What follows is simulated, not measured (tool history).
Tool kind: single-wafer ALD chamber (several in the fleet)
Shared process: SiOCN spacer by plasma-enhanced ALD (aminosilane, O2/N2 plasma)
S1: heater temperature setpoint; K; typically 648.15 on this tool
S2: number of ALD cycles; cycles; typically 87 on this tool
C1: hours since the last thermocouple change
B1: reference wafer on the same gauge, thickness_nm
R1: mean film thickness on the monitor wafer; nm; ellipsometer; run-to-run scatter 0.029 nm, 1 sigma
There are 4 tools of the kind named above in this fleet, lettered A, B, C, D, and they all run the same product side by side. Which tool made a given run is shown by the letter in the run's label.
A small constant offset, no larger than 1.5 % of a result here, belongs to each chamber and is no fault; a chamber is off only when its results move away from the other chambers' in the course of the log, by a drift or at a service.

run 1D hour=10 | S1=648.15 S2=87 | C1=2136.9 | B1=5.533 | R1=5.2665
run 2A hour=19.1 | S1=648.15 S2=87 | C1=62.5 | B1=5.528 | R1=5.1683
run 3C hour=26.5 | S1=648.15 S2=87 | C1=2206.8 | B1=5.5269 | R1=5.2795
run 4B hour=35.8 | S1=648.15 S2=87 | C1=658.9 | B1=5.5292 | R1=5.2796
run 5B hour=42.5 | S1=648.15 S2=87 | C1=665.6 | B1=5.5308 | R1=5.3165
run 6C hour=50.3 | S1=648.15 S2=87 | C1=2230.6 | B1=5.5354 | R1=5.2455
run 7D hour=57.3 | S1=648.15 S2=87 | C1=2184.2 | B1=5.5331 | R1=5.2909
run 8A hour=65.8 | S1=648.15 S2=87 | C1=109.2 | B1=5.5339 | R1=5.178
run 9C hour=80.2 | S1=648.15 S2=87 | C1=2260.5 | B1=5.5233 | R1=5.3066
run 10D hour=86.9 | S1=634.15 S2=103 | C1=2213.8 | B1=5.5267 | R1=6.2317
run 11A hour=96.5 | S1=634.15 S2=103 | C1=139.9 | B1=5.5281 | R1=6.1223
run 12B hour=107.2 | S1=634.15 S2=103 | C1=730.3 | B1=5.5362 | R1=6.2434
run 13A hour=117.7 | S1=634.15 S2=103 | C1=161.1 | B1=5.5238 | R1=6.1338
run 14D hour=130.8 | S1=648.15 S2=87 | C1=2257.7 | B1=5.5331 | R1=5.3394
run 15B hour=142.2 | S1=648.15 S2=87 | C1=765.3 | B1=5.5317 | R1=5.3225
run 16C hour=154.2 | S1=648.15 S2=87 | C1=2334.5 | B1=5.5307 | R1=5.259
run 17A hour=161.1 | S1=648.15 S2=87 | C1=204.5 | B1=5.5326 | R1=5.1827
run 18B hour=167.8 | S1=648.15 S2=87 | C1=790.9 | B1=5.5323 | R1=5.299
run 19C hour=180.3 | S1=648.15 S2=87 | C1=2360.6 | B1=5.5326 | R1=5.2952
run 20D hour=191 | S1=648.15 S2=87 | C1=2317.9 | B1=5.5316 | R1=5.2755
-- hour=198.2 chamber D: thermocouple changed; heater temperature recalibrated
run 21A hour=201.9 | S1=648.15 S2=87 | C1=245.3 | B1=5.5235 | R1=5.1741
run 22C hour=209.4 | S1=648.15 S2=87 | C1=2389.7 | B1=5.5258 | R1=5.272
run 23D hour=222.4 | S1=648.15 S2=87 | C1=24.2 | B1=5.5232 | R1=5.2147
run 24B hour=230.2 | S1=648.15 S2=87 | C1=853.3 | B1=5.5296 | R1=5.2657
run 25D hour=241.6 | S1=648.15 S2=87 | C1=43.4 | B1=5.5276 | R1=5.2382
run 26C hour=254.4 | S1=637.15 S2=75 | C1=2434.7 | B1=5.5267 | R1=4.5425
run 27A hour=263.8 | S1=637.15 S2=75 | C1=307.2 | B1=5.532 | R1=4.4311
run 28B hour=273 | S1=637.15 S2=75 | C1=896.1 | B1=5.5356 | R1=4.5256
run 29D hour=280.3 | S1=637.15 S2=75 | C1=82.1 | B1=5.5265 | R1=4.5284
run 30A hour=294.1 | S1=660.15 S2=77 | C1=337.5 | B1=5.5299 | R1=4.5985
run 31B hour=304 | S1=660.15 S2=77 | C1=927.1 | B1=5.5265 | R1=4.701
run 32C hour=318.1 | S1=660.15 S2=77 | C1=2498.4 | B1=5.5294 | R1=4.703
run 33D hour=329.4 | S1=660.15 S2=77 | C1=131.2 | B1=5.5333 | R1=4.6708
run 34B hour=339.1 | S1=648.15 S2=87 | C1=962.2 | B1=5.5305 | R1=5.2871
run 35A hour=349.3 | S1=648.15 S2=87 | C1=392.7 | B1=5.5297 | R1=5.2148
run 36C hour=362.8 | S1=658.15 S2=95 | C1=2543.1 | B1=5.5291 | R1=5.7751
run 37D hour=369.4 | S1=658.15 S2=95 | C1=171.2 | B1=5.5309 | R1=5.8381
run 38A hour=376.8 | S1=658.15 S2=95 | C1=420.2 | B1=5.5273 | R1=5.603
run 39B hour=390.2 | S1=658.15 S2=95 | C1=1013.3 | B1=5.5336 | R1=5.769
run 40C hour=402.3 | S1=648.15 S2=87 | C1=2582.6 | B1=5.5329 | R1=5.2945

Next, all 4 chambers run the settings below, one line each with question marks for the results. What does each chamber give?
run 41A hour=412.6 | S1=648.15 S2=94 | R1=?
run 41B hour=412.6 | S1=648.15 S2=94 | R1=?
run 41C hour=412.6 | S1=648.15 S2=94 | R1=?
run 41D hour=412.6 | S1=648.15 S2=94 | R1=?

run=41A R1=5.5883
run=41B R1=5.7045
run=41C R1=5.7568
run=41D R1=5.7177
